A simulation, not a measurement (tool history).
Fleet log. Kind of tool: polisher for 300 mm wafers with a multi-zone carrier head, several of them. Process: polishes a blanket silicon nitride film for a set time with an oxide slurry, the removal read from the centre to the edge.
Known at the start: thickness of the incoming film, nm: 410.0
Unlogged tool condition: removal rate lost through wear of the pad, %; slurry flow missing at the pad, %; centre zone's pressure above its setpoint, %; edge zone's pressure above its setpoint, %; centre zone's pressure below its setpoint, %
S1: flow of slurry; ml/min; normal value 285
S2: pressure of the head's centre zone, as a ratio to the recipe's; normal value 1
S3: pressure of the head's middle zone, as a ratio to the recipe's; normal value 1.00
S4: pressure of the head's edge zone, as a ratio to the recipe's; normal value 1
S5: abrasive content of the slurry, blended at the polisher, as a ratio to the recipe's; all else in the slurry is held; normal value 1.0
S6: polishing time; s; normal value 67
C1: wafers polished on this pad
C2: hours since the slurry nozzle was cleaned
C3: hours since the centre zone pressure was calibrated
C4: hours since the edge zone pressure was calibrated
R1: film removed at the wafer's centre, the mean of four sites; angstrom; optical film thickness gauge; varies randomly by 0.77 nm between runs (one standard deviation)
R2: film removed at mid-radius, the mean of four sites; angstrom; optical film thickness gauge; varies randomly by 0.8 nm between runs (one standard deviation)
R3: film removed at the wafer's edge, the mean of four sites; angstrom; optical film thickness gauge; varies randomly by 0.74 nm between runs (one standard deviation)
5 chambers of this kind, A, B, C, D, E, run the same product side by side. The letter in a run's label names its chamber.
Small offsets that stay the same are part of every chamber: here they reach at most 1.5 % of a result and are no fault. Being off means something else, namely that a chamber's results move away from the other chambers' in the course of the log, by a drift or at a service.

{"run": "1C", "day": 0.192, "S1": 285, "S2": 1, "S3": 1.0, "S4": 1, "S5": 1.0, "S6": 67, "C1": 371, "C2": 227.2, "C3": 862.9, "C4": 437.2, "R1": 648.67, "R2": 657.26, "R3": 665.94}
{"run": "2B", "day": 0.388, "S1": 285, "S2": 1, "S3": 1.0, "S4": 1, "S5": 1.0, "S6": 67, "C1": 440, "C2": 270.8, "C3": 554.6, "C4": 246.8, "R1": 649.04, "R2": 651.25, "R3": 654.91}
{"run": "3E", "day": 0.662, "S1": 285, "S2": 1, "S3": 1.0, "S4": 1, "S5": 1.0, "S6": 67, "C1": 476, "C2": 28.7, "C3": 165.6, "C4": 322.8, "R1": 629.24, "R2": 655.81, "R3": 637.67}
{"day": 0.879, "done": "chamber A: worn pad replaced by a new one"}
{"run": "4D", "day": 0.996, "S1": 285, "S2": 1, "S3": 1.0, "S4": 1, "S5": 1.0, "S6": 67, "C1": 364, "C2": 462.6, "C3": 746.0, "C4": 346.7, "R1": 645.06, "R2": 643.41, "R3": 653.32}
{"run": "5A", "day": 1.217, "S1": 285, "S2": 1, "S3": 1.0, "S4": 1, "S5": 1.0, "S6": 67, "C1": 92, "C2": 113.6, "C3": 1041.7, "C4": 700.9, "R1": 650.58, "R2": 654.54, "R3": 645.38}
{"day": 1.404, "done": "chamber B: worn pad replaced by a new one"}
{"run": "6A", "day": 1.467, "S1": 285, "S2": 1, "S3": 1.0, "S4": 1, "S5": 1.0, "S6": 67, "C1": 160, "C2": 119.6, "C3": 1047.7, "C4": 706.9, "R1": 644.92, "R2": 642.1, "R3": 641.52}
{"day": 1.479, "done": "chamber C: worn pad replaced by a new one"}
{"run": "7E", "day": 1.846, "S1": 285, "S2": 1, "S3": 1.0, "S4": 1, "S5": 1.0, "S6": 67, "C1": 798, "C2": 57.1, "C3": 194.0, "C4": 351.2, "R1": 634.27, "R2": 639.85, "R3": 651.58}
{"day": 1.967, "done": "chamber E: worn pad replaced by a new one"}
{"run": "8B", "day": 2.038, "S1": 285, "S2": 1, "S3": 1.0, "S4": 1, "S5": 1.0, "S6": 67, "C1": 173, "C2": 310.4, "C3": 594.2, "C4": 286.4, "R1": 652.48, "R2": 633.87, "R3": 668.07}
{"run": "9C", "day": 2.379, "S1": 285, "S2": 1, "S3": 1.0, "S4": 1, "S5": 1.0, "S6": 67, "C1": 246, "C2": 279.7, "C3": 915.4, "C4": 489.7, "R1": 639.27, "R2": 650.09, "R3": 649.61}
{"run": "10D", "day": 2.633, "S1": 285, "S2": 1, "S3": 1.0, "S4": 1, "S5": 1.0, "S6": 67, "C1": 810, "C2": 501.9, "C3": 785.3, "C4": 386.0, "R1": 638.49, "R2": 636.09, "R3": 646.0}
{"run": "11E", "day": 2.825, "S1": 285, "S2": 1, "S3": 1.0, "S4": 1, "S5": 1.0, "S6": 67, "C1": 233, "C2": 80.6, "C3": 217.5, "C4": 374.7, "R1": 655.93, "R2": 652.6, "R3": 644.2}
{"run": "12D", "day": 3.038, "S1": 285, "S2": 1, "S3": 1.0, "S4": 1, "S5": 1.0, "S6": 67, "C1": 920, "C2": 511.6, "C3": 795.0, "C4": 395.7, "R1": 649.21, "R2": 632.24, "R3": 646.06}
{"day": 3.3, "done": "chamber D: centre zone pressure recalibrated"}
{"run": "13B", "day": 3.329, "S1": 285, "S2": 1, "S3": 1.0, "S4": 1, "S5": 1.0, "S6": 67, "C1": 525, "C2": 341.4, "C3": 625.2, "C4": 317.4, "R1": 653.13, "R2": 648.04, "R3": 657.32}
{"run": "14A", "day": 3.638, "S1": 285, "S2": 1, "S3": 1.0, "S4": 1, "S5": 1.0, "S6": 67, "C1": 751, "C2": 171.7, "C3": 1099.8, "C4": 759.0, "R1": 641.85, "R2": 662.29, "R3": 655.32}
{"run": "15C", "day": 3.888, "S1": 285, "S2": 1, "S3": 1.0, "S4": 1, "S5": 1.0, "S6": 67, "C1": 656, "C2": 315.9, "C3": 951.6, "C4": 525.9, "R1": 654.13, "R2": 648.96, "R3": 649.06}
{"day": 4.092, "done": "chamber B: worn pad replaced by a new one"}
{"run": "16C", "day": 4.258, "S1": 285, "S2": 1, "S3": 1.0, "S4": 1, "S5": 1.0, "S6": 67, "C1": 757, "C2": 324.8, "C3": 960.5, "C4": 534.8, "R1": 646.41, "R2": 643.27, "R3": 661.35}
{"day": 4.35, "done": "chamber D: worn pad replaced by a new one"}
{"day": 4.388, "done": "chamber C: worn pad replaced by a new one"}
{"run": "17D", "day": 4.512, "S1": 285, "S2": 1, "S3": 1.0, "S4": 1, "S5": 1.0, "S6": 67, "C1": 45, "C2": 547.0, "C3": 29.2, "C4": 431.1, "R1": 708.4, "R2": 644.95, "R3": 655.31}
{"run": "18B", "day": 4.796, "S1": 285, "S2": 1, "S3": 1.0, "S4": 1, "S5": 1.0, "S6": 67, "C1": 192, "C2": 376.6, "C3": 660.4, "C4": 352.6, "R1": 653.5, "R2": 656.61, "R3": 656.13}
{"day": 4.992, "done": "chamber A: worn pad replaced by a new one"}
{"run": "19A", "day": 5.012, "S1": 285, "S2": 1, "S3": 1.0, "S4": 1, "S5": 1.0, "S6": 67, "C1": 6, "C2": 204.7, "C3": 1132.8, "C4": 792.0, "R1": 651.06, "R2": 642.97, "R3": 639.92}
{"run": "20E", "day": 5.271, "S1": 285, "S2": 1, "S3": 0.93, "S4": 1, "S5": 1.0, "S6": 67, "C1": 899, "C2": 139.3, "C3": 276.2, "C4": 433.4, "R1": 656.99, "R2": 624.99, "R3": 651.09}
{"day": 5.308, "done": "chamber E: worn pad replaced by a new one"}
{"run": "21C", "day": 5.554, "S1": 285, "S2": 1, "S3": 0.93, "S4": 1, "S5": 1.0, "S6": 67, "C1": 317, "C2": 355.9, "C3": 991.6, "C4": 565.9, "R1": 646.37, "R2": 596.4, "R3": 648.19}
{"run": "22D", "day": 5.746, "S1": 285, "S2": 1, "S3": 0.93, "S4": 1, "S5": 1.0, "S6": 67, "C1": 381, "C2": 576.6, "C3": 58.8, "C4": 460.7, "R1": 692.34, "R2": 604.69, "R3": 647.94}
{"day": 5.954, "done": "chamber A: edge zone pressure recalibrated"}
{"run": "23A", "day": 6.092, "S1": 285, "S2": 1, "S3": 0.93, "S4": 1, "S5": 1.0, "S6": 67, "C1": 300, "C2": 230.6, "C3": 1158.7, "C4": 3.3, "R1": 647.9, "R2": 597.95, "R3": 652.6}
{"day": 6.217, "done": "chamber B: worn pad replaced by a new one"}
{"run": "24E", "day": 6.421, "S1": 285, "S2": 1, "S3": 0.93, "S4": 1, "S5": 1.0, "S6": 67, "C1": 302, "C2": 166.9, "C3": 303.8, "C4": 461.0, "R1": 648.8, "R2": 622.2, "R3": 660.6}
{"day": 6.671, "done": "chamber C: worn pad replaced by a new one"}
{"run": "25B", "day": 6.679, "S1": 285, "S2": 1, "S3": 1.0, "S4": 1, "S5": 1.0, "S6": 67, "C1": 126, "C2": 421.8, "C3": 705.6, "C4": 397.8, "R1": 640.72, "R2": 644.64, "R3": 644.13}
{"run": "26D", "day": 7.004, "S1": 285, "S2": 1, "S3": 1.0, "S4": 1, "S5": 1.0, "S6": 56, "C1": 723, "C2": 606.8, "C3": 89.0, "C4": 490.9, "R1": 574.66, "R2": 526.19, "R3": 546.14}
{"run": "27B", "day": 7.188, "S1": 285, "S2": 1, "S3": 1.0, "S4": 1, "S5": 1.0, "S6": 56, "C1": 264, "C2": 434.0, "C3": 717.8, "C4": 410.0, "R1": 548.23, "R2": 543.31, "R3": 545.57}
{"run": "28C", "day": 7.417, "S1": 285, "S2": 1, "S3": 1.0, "S4": 1, "S5": 1.0, "S6": 56, "C1": 204, "C2": 400.6, "C3": 1036.3, "C4": 610.6, "R1": 522.85, "R2": 553.63, "R3": 543.42}
{"run": "29E", "day": 7.662, "S1": 285, "S2": 1, "S3": 1.0, "S4": 1, "S5": 1.0, "S6": 56, "C1": 641, "C2": 196.7, "C3": 333.6, "C4": 490.8, "R1": 533.66, "R2": 547.05, "R3": 529.74}
{"run": "30A", "day": 7.879, "S1": 285, "S2": 1, "S3": 1.0, "S4": 1, "S5": 1.0, "S6": 56, "C1": 786, "C2": 273.5, "C3": 1201.6, "C4": 46.2, "R1": 527.23, "R2": 536.49, "R3": 534.03}
{"run": "31A", "day": 8.05, "S1": 285, "S2": 1, "S3": 1.0, "S4": 1, "S5": 1.1, "S6": 67, "C1": 833, "C2": 277.6, "C3": 1205.7, "C4": 50.3, "R1": 681.15, "R2": 674.13, "R3": 687.19}
{"run": "32C", "day": 8.342, "S1": 285, "S2": 1, "S3": 1.0, "S4": 1, "S5": 1.1, "S6": 67, "C1": 455, "C2": 422.8, "C3": 1058.5, "C4": 632.8, "R1": 681.99, "R2": 679.39, "R3": 683.79}

Next, every chamber runs the same settings. What will each give?
{"run": "33A", "day": 8.612, "S1": 345, "S2": 1, "S3": 1.0, "S4": 1, "S5": 1.0, "S6": 67, "R1": "?", "R2": "?", "R3": "?"}
{"run": "33B", "day": 8.612, "S1": 345, "S2": 1, "S3": 1.0, "S4": 1, "S5": 1.0, "S6": 67, "R1": "?", "R2": "?", "R3": "?"}
{"run": "33C", "day": 8.612, "S1": 345, "S2": 1, "S3": 1.0, "S4": 1, "S5": 1.0, "S6": 67, "R1": "?", "R2": "?", "R3": "?"}
{"run": "33D", "day": 8.612, "S1": 345, "S2": 1, "S3": 1.0, "S4": 1, "S5": 1.0, "S6": 67, "R1": "?", "R2": "?", "R3": "?"}
{"run": "33E", "day": 8.612, "S1": 345, "S2": 1, "S3": 1.0, "S4": 1, "S5": 1.0, "S6": 67, "R1": "?", "R2": "?", "R3": "?"}

run=33A R1=656.05 R2=667.46 R3=662.56
run=33B R1=672.06 R2=659.75 R3=657.26
run=33C R1=649.28 R2=657.68 R3=664.14
run=33D R1=719.85 R2=650.22 R3=647.87
run=33E R1=656.26 R2=655.57 R3=655.79

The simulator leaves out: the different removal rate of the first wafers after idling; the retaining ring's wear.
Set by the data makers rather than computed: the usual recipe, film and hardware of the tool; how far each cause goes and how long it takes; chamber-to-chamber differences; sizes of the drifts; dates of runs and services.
